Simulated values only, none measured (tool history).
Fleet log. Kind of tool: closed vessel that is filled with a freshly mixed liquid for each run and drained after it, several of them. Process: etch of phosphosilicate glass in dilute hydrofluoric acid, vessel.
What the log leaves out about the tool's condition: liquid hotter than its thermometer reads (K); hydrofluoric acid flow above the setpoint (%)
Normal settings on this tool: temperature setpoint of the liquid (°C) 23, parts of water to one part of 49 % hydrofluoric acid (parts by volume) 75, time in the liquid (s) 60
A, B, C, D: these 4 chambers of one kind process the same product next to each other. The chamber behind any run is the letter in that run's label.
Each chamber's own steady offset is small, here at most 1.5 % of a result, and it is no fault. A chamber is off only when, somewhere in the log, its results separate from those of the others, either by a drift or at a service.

run   hour  temperature setpoint of the liquid (°C)  parts of water to one part of 49 % hydrofluoric acid (parts by volume)  time in the liquid (s)  hours since the thermometer was replaced  hours since the hydrofluoric acid flow meter was replaced  read-back film thickness of the phosphosilicate glass reference wafer, read on the same gauge (nm)  thickness taken off the phosphosilicate glass on a monitor wafer (angstrom)
 1D    8.9                                       23                                                                      75                      60                                     743.6                                                      223.2                                                                                              40.027                                                                       1428.3
 2A   16.3                                       23                                                                      75                      60                                      1060                                                      613.3                                                                                              39.966                                                                       1466.6
 3B   24.7                                       23                                                                      75                      60                                    1213.3                                                      445.1                                                                                              40.004                                                                       1447.2
 4C   33.2                                       23                                                                      75                      60                                     460.5                                                      154.8                                                                                              39.999                                                                       1436.1
 5B   40.3                                       23                                                                      75                      60                                    1228.9                                                      460.7                                                                                              40.019                                                                       1457.5
 6A   45.7                                       23                                                                      75                      60                                    1089.4                                                      642.7                                                                                              39.992                                                                       1458.6
      46.7  -- chamber B: hydrofluoric acid flow meter replaced
 7D   58.1                                       23                                                                      75                      60                                     792.8                                                      272.4                                                                                              40.004                                                                       1424.8
 8C   67.5                                       23                                                                     110                      60                                     494.8                                                      189.1                                                                                              40.019                                                                       956.17
 9A   77.8                                       23                                                                     110                      60                                    1121.5                                                      674.8                                                                                              39.998                                                                       958.89
10B   87.7                                       23                                                                     110                      60                                    1276.3                                                         41                                                                                              40.003                                                                       953.91
11D   99.1                                       23                                                                     110                      60                                     833.8                                                      313.4                                                                                              39.977                                                                       942.97
12C  107.5                                       23                                                                      40                      75                                     534.8                                                      229.1                                                                                              39.975                                                                       3551.4
13A  117.6                                       23                                                                      40                      75                                    1161.3                                                      714.6                                                                                               40.03                                                                       3652.2
14B  123.4                                       23                                                                      40                      75                                      1312                                                       76.7                                                                                              40.024                                                                       3550.9
15C  134.6                                       23                                                                      40                      75                                     561.9                                                      256.2                                                                                              39.979                                                                       3564.7
16D  142.9                                       23                                                                      75                      60                                     877.6                                                      357.2                                                                                              40.018                                                                       1426.7
17D  151.4                                       23                                                                      75                      60                                     886.1                                                      365.7                                                                                              39.989                                                                       1427.8
18B  158.6                                       23                                                                      75                      60                                    1347.2                                                      111.9                                                                                              40.001                                                                       1448.1
19A  170.8                                       23                                                                      75                      60                                    1214.5                                                      767.8                                                                                              39.974                                                                       1476.6
20C    180                                       23                                                                      75                      30                                     607.3                                                      301.6                                                                                              40.018                                                                       739.57
21A  190.1                                       23                                                                      75                      30                                    1233.8                                                      787.1                                                                                              39.996                                                                       734.59
22C  198.3                                       23                                                                      75                      30                                     625.6                                                      319.9                                                                                              40.006                                                                       732.16
23B  205.7                                       23                                                                      75                      30                                    1394.3                                                        159                                                                                              39.982                                                                       734.12
24D  214.7                                       23                                                                      75                      60                                     949.4                                                        429                                                                                               39.98                                                                       1422.1
25D  225.2                                       23                                                                      75                      60                                     959.9                                                      439.5                                                                                              40.012                                                                       1424.2
     230.5  -- chamber A: hydrofluoric acid flow meter replaced
26A  231.9                                       23                                                                      75                      60                                    1275.6                                                        1.5                                                                                              40.003                                                                       1473.9
27C  242.3                                       23                                                                      75                      75                                     669.6                                                      363.9                                                                                              40.019                                                                       1842.8
28B  247.7                                       23                                                                      75                      75                                    1436.3                                                        201                                                                                              39.997                                                                       1820.9
29D  259.7                                       23                                                                      75                      75                                     994.4                                                        474                                                                                              39.973                                                                         1791
30C  271.2                                       23                                                                      75                      75                                     698.5                                                      392.8                                                                                                  40                                                                       1832.2
31B  279.2                                       23                                                                      75                      60                                    1467.8                                                      232.5                                                                                              40.023                                                                       1457.9
32A  290.5                                       23                                                                      75                      60                                    1334.2                                                       60.1                                                                                              40.014                                                                       1472.9
33C  302.5                                       23                                                                      75                      60                                     729.8                                                      424.1                                                                                              40.006                                                                       1449.1
34A  313.2                                       23                                                                      75                      60                                    1356.9                                                       82.8                                                                                              39.989                                                                         1473
35D  325.6                                       23                                                                      75                      60                                    1060.3                                                      539.9                                                                                              40.009                                                                       1430.9
36B    335                                       23                                                                      75                      60                                    1523.6                                                      288.3                                                                                              39.995                                                                       1435.5
37C  346.8                                       23                                                                      75                      60                                     774.1                                                      468.4                                                                                              39.991                                                                       1462.7
38A  358.4                                       23                                                                      75                      60                                    1402.1                                                        128                                                                                              39.998                                                                         1465
39D  365.3                                       23                                                                      75                      60                                      1100                                                      579.6                                                                                              39.958                                                                       1416.6
40B  374.2                                       23                                                                      75                      60                                    1562.8                                                      327.5                                                                                              39.996                                                                       1461.4

For the next run the whole fleet of 4 chambers uses the same settings. Give each chamber's results:
41A  383.1                                       26                                                                      75                      60                                                                                                                                                                                                                                                                                     ?
41B  383.1                                       26                                                                      75                      60                                                                                                                                                                                                                                                                                     ?
41C  383.1                                       26                                                                      75                      60                                                                                                                                                                                                                                                                                     ?
41D  383.1                                       26                                                                      75                      60                                                                                                                                                                                                                                                                                     ?

run  thickness taken off the phosphosilicate glass on a monitor wafer (angstrom)
41A                                                                       1667.6
41B                                                                       1639.9
41C                                                                       1651.9
41D                                                                       1606.5
